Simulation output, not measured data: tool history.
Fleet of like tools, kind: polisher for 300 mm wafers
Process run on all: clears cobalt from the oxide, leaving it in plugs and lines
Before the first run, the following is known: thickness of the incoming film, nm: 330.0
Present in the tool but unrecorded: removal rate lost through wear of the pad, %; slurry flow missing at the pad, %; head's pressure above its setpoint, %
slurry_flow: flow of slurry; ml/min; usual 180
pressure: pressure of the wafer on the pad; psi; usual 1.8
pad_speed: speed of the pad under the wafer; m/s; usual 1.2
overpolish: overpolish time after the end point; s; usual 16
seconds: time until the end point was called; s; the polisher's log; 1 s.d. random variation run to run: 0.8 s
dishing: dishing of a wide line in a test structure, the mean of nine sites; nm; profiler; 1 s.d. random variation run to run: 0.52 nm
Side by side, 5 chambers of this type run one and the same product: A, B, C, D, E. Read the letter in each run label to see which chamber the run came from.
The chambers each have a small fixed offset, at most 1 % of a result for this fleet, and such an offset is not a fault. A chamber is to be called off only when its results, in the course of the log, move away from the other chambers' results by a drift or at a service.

| run | hour | slurry_flow | pressure | pad_speed | overpolish | wafers polished on this pad | hours since the slurry nozzle was cleaned | hours since the head pressure was calibrated | seconds | dishing |
|---|---|---|---|---|---|---|---|---|---|---|
| 1E | 4.3 | 180 | 1.8 | 1.2 | 16 | 703 | 355.6 | 589.1 | 65.599 | 35.855 |
| 2A | 6.7 | 180 | 1.8 | 1.2 | 16 | 412 | 515.3 | 181.2 | 68.74 | 36.254 |
| 3C | 8.9 | 180 | 1.8 | 1.2 | 16 | 733 | 247.9 | 611.7 | 66.666 | 36.634 |
| 4D | 12.5 | 180 | 1.8 | 1.2 | 16 | 704 | 431.9 | 1359.6 | 66.764 | 35.23 |
| 5B | 15.4 | 180 | 1.8 | 1.2 | 16 | 128 | 367.1 | 1243.4 | 66.585 | 35.749 |
| 6B | 19 | 180 | 1.8 | 1.2 | 16 | 148 | 370.7 | 1247 | 69.129 | 35.273 |
| 7C | 22.4 | 180 | 1.8 | 1.2 | 16 | 807 | 261.4 | 625.2 | 67.608 | 36.651 |
|  | 25.7 | chamber C: worn pad replaced by a new one |
| 8E | 26.3 | 180 | 1.8 | 1.2 | 16 | 823 | 377.6 | 611.1 | 66.999 | 35.933 |
| 9D | 28.8 | 180 | 1.8 | 1.2 | 16 | 793 | 448.2 | 1375.9 | 65.914 | 36.093 |
| 10A | 31.5 | 180 | 1.8 | 1.2 | 16 | 548 | 540.1 | 206 | 66.637 | 37.382 |
| 11A | 33.9 | 180 | 1.8 | 1.2 | 16 | 561 | 542.5 | 208.4 | 67.312 | 36.565 |
|  | 34.8 | chamber B: slurry nozzle cleaned |
|  | 36.3 | chamber D: head pressure recalibrated |
|  | 36.8 | chamber A: worn pad replaced by a new one |
| 12D | 37.3 | 180 | 2.1 | 1.2 | 16 | 839 | 456.7 | 1.1 | 55.523 | 37.161 |
| 13E | 40.6 | 180 | 2.1 | 1.2 | 16 | 901 | 391.9 | 625.4 | 58.867 | 37.821 |
| 14C | 43.2 | 180 | 2.1 | 1.2 | 16 | 95 | 282.2 | 646 | 57.602 | 37.414 |
| 15B | 46.3 | 180 | 2.1 | 1.2 | 16 | 297 | 11.6 | 1274.3 | 56.614 | 37.255 |
| 16C | 48.7 | 180 | 2.1 | 1.2 | 16 | 125 | 287.7 | 651.5 | 57.749 | 38.059 |
| 17E | 52.1 | 180 | 1.8 | 1.2 | 16 | 964 | 403.4 | 636.9 | 66.565 | 36.839 |
| 18B | 55.3 | 180 | 1.8 | 1.2 | 16 | 346 | 20.6 | 1283.3 | 66.005 | 36.883 |
| 19D | 58.7 | 180 | 1.8 | 1.2 | 16 | 956 | 478.1 | 22.5 | 66.753 | 36.413 |
| 20A | 62.4 | 180 | 1.8 | 1.2 | 16 | 140 | 571 | 236.9 | 66.856 | 37.325 |
| 21C | 64.5 | 180 | 1.8 | 1.2 | 16 | 212 | 303.5 | 667.3 | 67.472 | 35.725 |
| 22D | 67 | 180 | 1.8 | 1.2 | 16 | 1001 | 486.4 | 30.8 | 67.562 | 36.637 |
| 23A | 69.8 | 180 | 1.8 | 1.2 | 23 | 180 | 578.4 | 244.3 | 66.609 | 39.674 |
|  | 72.1 | chamber E: worn pad replaced by a new one |
| 24E | 72.1 | 180 | 1.8 | 1.2 | 23 | 0 | 423.4 | 656.9 | 67.809 | 39.296 |
| 25B | 74.1 | 180 | 1.8 | 1.2 | 23 | 449 | 39.4 | 1302.1 | 66.611 | 40.191 |
| 26C | 76.1 | 180 | 1.8 | 1.2 | 23 | 275 | 315.1 | 678.9 | 66.877 | 40.07 |
| 27B | 79.4 | 180 | 1.8 | 1.2 | 23 | 478 | 44.7 | 1307.4 | 68.37 | 38.299 |
| 28E | 82.4 | 180 | 1.8 | 1.2 | 16 | 56 | 433.7 | 667.2 | 67.169 | 35.067 |
| 29D | 86.2 | 180 | 1.8 | 1.2 | 16 | 1106 | 505.6 | 50 | 66.243 | 36.659 |
| 30A | 90.1 | 180 | 1.8 | 1.2 | 16 | 291 | 598.7 | 264.6 | 67.976 | 37.019 |
| 31A | 93.8 | 180 | 1.8 | 1.2 | 16 | 311 | 602.4 | 268.3 | 66.833 | 35.465 |
|  | 97.2 | chamber D: worn pad replaced by a new one |
| 32D | 97.9 | 180 | 1.8 | 1.2 | 16 | 4 | 517.3 | 61.7 | 65.07 | 36.181 |
| 33C | 100.5 | 180 | 1.8 | 1.2 | 16 | 408 | 339.5 | 703.3 | 67.945 | 35.537 |

Does one chamber stand apart from the rest, does the shared gauge drift, or is all well apart from small per-chamber offsets? Give the chamber and the most likely cause, where there is one.

No chamber is off and the gauge is stable; the differences are just each chamber's small, constant offset.
